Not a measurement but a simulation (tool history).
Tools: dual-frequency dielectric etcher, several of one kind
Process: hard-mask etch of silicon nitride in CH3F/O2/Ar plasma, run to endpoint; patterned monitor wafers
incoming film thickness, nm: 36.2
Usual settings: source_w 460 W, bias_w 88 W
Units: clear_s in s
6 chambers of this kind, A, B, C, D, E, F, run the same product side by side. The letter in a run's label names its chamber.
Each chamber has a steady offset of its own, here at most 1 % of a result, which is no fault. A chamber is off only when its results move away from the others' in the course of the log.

Run 1D, hour 9.7: usual settings. Result: clear_s 46.596 s.
At hour 24.1: chamber D: wet clean of the chamber.
Run 2E, hour 24.1: usual settings. Result: clear_s 46.454 s.
Run 3C, hour 31.1: usual settings. Result: clear_s 46.207 s.
Run 4B, hour 38.5: usual settings. Result: clear_s 45.893 s.
Run 5F, hour 47.1: usual settings. Result: clear_s 46.659 s.
Run 6A, hour 60.1: usual settings. Result: clear_s 46.112 s.
Run 7E, hour 72.5: usual settings. Result: clear_s 46.358 s.
At hour 77.9: chamber B: source power generator calibrated.
At hour 78.1: chamber C: source power generator calibrated.
Run 8F, hour 84.7: usual settings. Result: clear_s 46.757 s.
Run 9B, hour 97.5: usual settings. Result: clear_s 46.143 s.
Run 10D, hour 104.1: usual settings. Result: clear_s 46.572 s.
Run 11A, hour 118.8: usual settings. Result: clear_s 46.395 s.
Run 12C, hour 128.5: usual settings. Result: clear_s 46.188 s.
Run 13C, hour 143.2: usual settings. Result: clear_s 46.348 s.
Run 14B, hour 152.4: usual settings. Result: clear_s 46.087 s.
Run 15F, hour 162.7: usual settings. Result: clear_s 46.776 s.
Run 16A, hour 171.3: usual settings. Result: clear_s 46.268 s.
Run 17D, hour 178.9: usual settings. Result: clear_s 46.305 s.
Run 18E, hour 192.6: usual settings. Result: clear_s 46.656 s.
Run 19C, hour 201.3: usual settings. Result: clear_s 46.222 s.
Run 20D, hour 208.5: usual settings but source_w 540 W, bias_w 104 W. Result: clear_s 41.262 s.
Run 21F, hour 215.2: usual settings but source_w 540 W, bias_w 104 W. Result: clear_s 41.031 s.
Run 22E, hour 227.2: usual settings but source_w 540 W, bias_w 104 W. Result: clear_s 41.556 s.
Run 23B, hour 240.7: usual settings but source_w 540 W, bias_w 104 W. Result: clear_s 41.081 s.
At hour 249.1: chamber A: wet clean of the chamber.
Run 24A, hour 253.9: usual settings but source_w 540 W, bias_w 104 W. Result: clear_s 41.179 s.
Run 25B, hour 265.3: usual settings but source_w 540 W, bias_w 104 W. Result: clear_s 40.847 s.
Run 26F, hour 273.4: usual settings. Result: clear_s 45.771 s.
At hour 278.5: chamber C: wet clean of the chamber.
Run 27A, hour 287.7: usual settings. Result: clear_s 46.626 s.
Run 28D, hour 294.8: usual settings but source_w 370 W, bias_w 68 W. Result: clear_s 55.182 s.
Run 29E, hour 306.1: usual settings but source_w 370 W, bias_w 68 W. Result: clear_s 55.234 s.
Run 30C, hour 320.0: usual settings but source_w 370 W, bias_w 68 W. Result: clear_s 55.034 s.
Run 31A, hour 329.3: usual settings but source_w 370 W, bias_w 68 W. Result: clear_s 54.983 s.
Run 32F, hour 336.6: usual settings but source_w 370 W, bias_w 68 W. Result: clear_s 53.972 s.
Run 33E, hour 350.4: usual settings but source_w 370 W, bias_w 68 W. Result: clear_s 55.331 s.
Run 34B, hour 361.3: usual settings. Result: clear_s 46.304 s.
Run 35D, hour 368.0: usual settings. Result: clear_s 46.134 s.
Run 36C, hour 378.8: usual settings. Result: clear_s 46.052 s.
Run 37A, hour 388.4: usual settings. Result: clear_s 46.282 s.
Run 38C, hour 402.2: usual settings. Result: clear_s 46.300 s.

All 6 chambers run these settings next. Forecast each chamber's results:
Run 39A, hour 413.1: usual settings. Result: clear_s ?.
Run 39B, hour 413.1: usual settings. Result: clear_s ?.
Run 39C, hour 413.1: usual settings. Result: clear_s ?.
Run 39D, hour 413.1: usual settings. Result: clear_s ?.
Run 39E, hour 413.1: usual settings. Result: clear_s ?.
Run 39F, hour 413.1: usual settings. Result: clear_s ?.

run  clear_s
39A   46.470
39B   46.125
39C   46.209
39D   46.683
39E   46.678
39F   44.455
